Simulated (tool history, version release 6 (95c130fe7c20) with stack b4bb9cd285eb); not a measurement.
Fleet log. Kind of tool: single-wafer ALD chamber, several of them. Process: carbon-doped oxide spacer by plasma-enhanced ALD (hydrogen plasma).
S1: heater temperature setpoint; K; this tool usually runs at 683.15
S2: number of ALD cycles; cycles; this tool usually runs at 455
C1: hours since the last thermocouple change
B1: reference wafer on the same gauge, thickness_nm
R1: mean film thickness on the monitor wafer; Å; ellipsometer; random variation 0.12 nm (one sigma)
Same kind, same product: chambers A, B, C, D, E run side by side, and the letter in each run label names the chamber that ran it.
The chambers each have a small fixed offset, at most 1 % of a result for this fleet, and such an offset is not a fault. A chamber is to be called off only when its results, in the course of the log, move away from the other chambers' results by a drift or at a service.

| run | day | S1 | S2 | C1 | B1 | R1 |
|---|---|---|---|---|---|---|
| 1D | 0.196 | 683.15 | 455 | 1578.7 | 21.030 | 221.10 |
| 2A | 0.408 | 683.15 | 455 | 1264.6 | 21.001 | 219.95 |
| 3E | 0.646 | 683.15 | 455 | 429.9 | 20.983 | 223.92 |
| 4B | 0.812 | 683.15 | 455 | 1070.7 | 20.994 | 221.43 |
| 5C | 1.029 | 683.15 | 455 | 840.4 | 20.984 | 221.69 |
| 6B | 1.200 | 683.15 | 455 | 1080.0 | 21.008 | 221.45 |
| 7D | 1.450 | 683.15 | 455 | 1608.8 | 21.028 | 222.16 |
| 8C | 1.625 | 683.15 | 455 | 854.7 | 20.988 | 221.25 |
| 9A | 1.792 | 683.15 | 455 | 1297.8 | 20.977 | 219.23 |
| 10E | 1.967 | 683.15 | 455 | 461.6 | 21.039 | 222.80 |
| 11A | 2.208 | 683.15 | 455 | 1307.8 | 21.002 | 219.62 |
| 12C | 2.358 | 683.15 | 455 | 872.3 | 20.971 | 219.74 |
| 13B | 2.583 | 683.15 | 455 | 1113.2 | 21.002 | 218.56 |
| 14D | 2.758 | 683.15 | 455 | 1640.2 | 20.993 | 221.10 |
| 15E | 3.025 | 697.15 | 455 | 487.0 | 21.018 | 211.62 |
| 16A | 3.258 | 697.15 | 455 | 1333.0 | 21.003 | 208.71 |
| 17D | 3.433 | 697.15 | 455 | 1656.4 | 21.026 | 210.86 |
| 18B | 3.658 | 697.15 | 455 | 1139.0 | 20.997 | 212.01 |
| 19C | 3.871 | 697.15 | 455 | 908.6 | 21.019 | 209.77 |
| 20E | 4.100 | 683.15 | 455 | 512.8 | 20.972 | 221.36 |
| 21A | 4.350 | 683.15 | 455 | 1359.2 | 21.004 | 217.14 |
| 22E | 4.583 | 683.15 | 455 | 524.4 | 21.005 | 222.62 |
| 23D | 4.771 | 683.15 | 455 | 1688.5 | 21.015 | 223.94 |
| 24B | 4.983 | 683.15 | 455 | 1170.8 | 20.991 | 223.31 |
| 25C | 5.104 | 688.15 | 510 | 938.2 | 20.989 | 242.76 |
| 26A | 5.250 | 688.15 | 510 | 1380.8 | 20.980 | 241.27 |
| 27E | 5.412 | 688.15 | 510 | 544.3 | 20.972 | 246.75 |
| 28B | 5.588 | 688.15 | 510 | 1185.3 | 21.005 | 241.39 |
| 29C | 5.738 | 688.15 | 510 | 953.4 | 20.997 | 243.69 |
| 30D | 5.896 | 683.15 | 455 | 1715.5 | 20.987 | 221.43 |
| 31A | 6.100 | 678.15 | 543 | 1401.2 | 20.989 | 266.99 |
| 32D | 6.342 | 678.15 | 543 | 1726.2 | 21.038 | 270.46 |
| 33B | 6.583 | 678.15 | 543 | 1209.2 | 20.999 | 268.19 |
| 34E | 6.854 | 678.15 | 543 | 578.9 | 20.991 | 272.39 |
| 35C | 6.988 | 678.15 | 543 | 983.4 | 21.021 | 267.61 |
| 36A | 7.150 | 683.15 | 397 | 1426.4 | 20.976 | 190.92 |
| 37C | 7.283 | 683.15 | 397 | 990.5 | 21.014 | 191.87 |
| 38D | 7.412 | 683.15 | 397 | 1751.9 | 21.001 | 195.41 |

Read the log: is a single chamber off, either drifting away or since a service, is the gauge that measures every chamber drifting, or is nothing wrong beyond small per-chamber offsets? Name any odd chamber and what most likely caused it.

No chamber stands off beyond its own small offset, and the gauge holds steady.
